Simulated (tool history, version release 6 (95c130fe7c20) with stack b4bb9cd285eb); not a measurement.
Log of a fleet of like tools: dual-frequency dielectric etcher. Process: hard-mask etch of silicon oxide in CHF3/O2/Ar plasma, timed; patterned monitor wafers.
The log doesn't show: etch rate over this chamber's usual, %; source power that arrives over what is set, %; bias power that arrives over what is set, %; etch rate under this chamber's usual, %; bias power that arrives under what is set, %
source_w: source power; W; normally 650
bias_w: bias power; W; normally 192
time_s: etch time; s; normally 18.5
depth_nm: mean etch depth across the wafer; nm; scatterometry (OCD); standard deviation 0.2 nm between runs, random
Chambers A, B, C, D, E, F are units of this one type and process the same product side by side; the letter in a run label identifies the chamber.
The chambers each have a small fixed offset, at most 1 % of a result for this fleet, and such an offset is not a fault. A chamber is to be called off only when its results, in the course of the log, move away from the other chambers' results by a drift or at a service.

run    day  source_w  bias_w  time_s  hours since the last wet clean  hours since the last source power generator calibration  hours since the last bias power generator calibration  read-back reference wafer on the same gauge, depth_nm  depth_nm
 1E  0.246       650     192    18.5                           351.8                                                   2459.1                                                 1747.9                                                 45.098     38.38
     0.308  -- chamber D: wet clean of the chamber
 2C  0.396       650     192    18.5                           169.3                                                    402.4                                                 1128.3                                                 45.127    38.463
 3B  0.696       650     192    18.5                             200                                                   3174.8                                                 1221.2                                                 45.053    38.713
 4D  0.946       650     192    18.5                            15.3                                                    803.5                                                 1329.4                                                  45.04    38.072
 5F   1.15       650     192    18.5                           116.2                                                    347.6                                                  642.2                                                 45.041    38.438
 6A  1.292       650     192    18.5                           342.3                                                   2279.2                                                 1392.7                                                 45.128     38.48
 7B  1.596       650     192    18.5                           221.6                                                   3196.4                                                 1242.8                                                 45.104     38.84
 8E  1.883       650     192    18.5                           391.1                                                   2498.4                                                 1787.2                                                  45.13    38.467
 9F  2.067       650     192    18.5                           138.2                                                    369.6                                                  664.2                                                 45.038     38.83
10C  2.362       650     192    18.5                           216.5                                                    449.6                                                 1175.5                                                 45.095     38.81
11D  2.592       650     192    18.5                            54.8                                                      843                                                 1368.9                                                 45.071    38.409
12A  2.871       650     192    18.5                           380.2                                                   2317.1                                                 1430.6                                                 45.068    38.173
13D  3.038       650     192    18.5                            65.5                                                    853.7                                                 1379.6                                                  45.03    38.149
14C  3.267       650     192    18.5                           238.2                                                    471.3                                                 1197.2                                                 45.101     38.62
15A  3.567       650     192    18.5                           396.9                                                   2333.8                                                 1447.3                                                 45.069    38.358
16E  3.862       650     192    18.5                           438.6                                                   2545.9                                                 1834.7                                                 45.129    37.959
     3.942  -- chamber A: wet clean of the chamber
17B  4.067       650     168    18.5                           280.9                                                   3255.7                                                 1302.1                                                 45.123    36.954
     4.146  -- chamber B: source power generator calibrated
18F  4.358       650     168    18.5                           193.2                                                    424.6                                                  719.2                                                 45.028    36.463
19E  4.662       650     168    18.5                           457.8                                                   2565.1                                                 1853.9                                                 45.083    36.367
20D  4.867       650     168    18.5                           109.4                                                    897.6                                                 1423.5                                                 45.134    36.815
21C    5.1       650     168    18.5                           282.2                                                    515.3                                                 1241.2                                                 45.062     36.93
22F  5.304       650     168    18.5                           215.9                                                    447.3                                                  741.9                                                 45.036    36.984
23A    5.5       650     192    18.5                            37.5                                                   2380.2                                                 1493.7                                                 45.076    39.994
24B    5.7       650     192    18.5                           320.1                                                     37.4                                                 1341.3                                                 45.079    38.516
25F  5.846       650     192    18.5                           228.9                                                    460.3                                                  754.9                                                 45.057    38.564
26E  6.092       650     192    18.5                           492.1                                                   2599.4                                                 1888.2                                                 45.092    38.456
27D  6.396       650     192    18.5                           146.1                                                    934.3                                                 1460.2                                                 45.081    38.747
28C   6.65       650     192    18.5                           319.4                                                    552.5                                                 1278.4                                                 45.075    38.891
29B  6.946       650     192      15                             350                                                     67.3                                                 1371.2                                                 45.113    31.469
30A  7.212       650     192      15                            78.6                                                   2421.3                                                 1534.8                                                 45.187    32.935
31D    7.5       650     192      15                           172.6                                                    960.8                                                 1486.7                                                 45.078    31.194
32C  7.712       650     192      15                           344.9                                                      578                                                 1303.9                                                 45.077    31.146
33B  7.946       650     192      15                             374                                                     91.3                                                 1395.2                                                  45.05    30.993
34A  8.096       650     192      15                            99.8                                                   2442.5                                                   1556                                                 45.088    32.632
35F  8.346       650     192    18.5                           288.9                                                    520.3                                                  814.9                                                 45.031    39.089
36E  8.508       650     192    18.5                           550.1                                                   2657.4                                                 1946.2                                                 45.128     38.17
37D  8.804       650     192    18.5                           203.9                                                    992.1                                                   1518                                                 45.114    38.631
38C  8.983       650     192    18.5                           375.4                                                    608.5                                                 1334.4                                                 45.077    38.853
39B  9.196       650     158      23                             404                                                    121.3                                                 1425.2                                                 45.113    44.914

For the next run the whole fleet of 6 chambers uses the same settings. Give each chamber's results:
40A  9.421       650     192    21.5                                                                                                                                                                                                                ?
40B  9.421       650     192    21.5                                                                                                                                                                                                                ?
40C  9.421       650     192    21.5                                                                                                                                                                                                                ?
40D  9.421       650     192    21.5                                                                                                                                                                                                                ?
40E  9.421       650     192    21.5                                                                                                                                                                                                                ?
40F  9.421       650     192    21.5                                                                                                                                                                                                                ?

run  depth_nm
40A    46.568
40B    44.885
40C    45.023
40D    44.515
40E    44.749
40F    44.574

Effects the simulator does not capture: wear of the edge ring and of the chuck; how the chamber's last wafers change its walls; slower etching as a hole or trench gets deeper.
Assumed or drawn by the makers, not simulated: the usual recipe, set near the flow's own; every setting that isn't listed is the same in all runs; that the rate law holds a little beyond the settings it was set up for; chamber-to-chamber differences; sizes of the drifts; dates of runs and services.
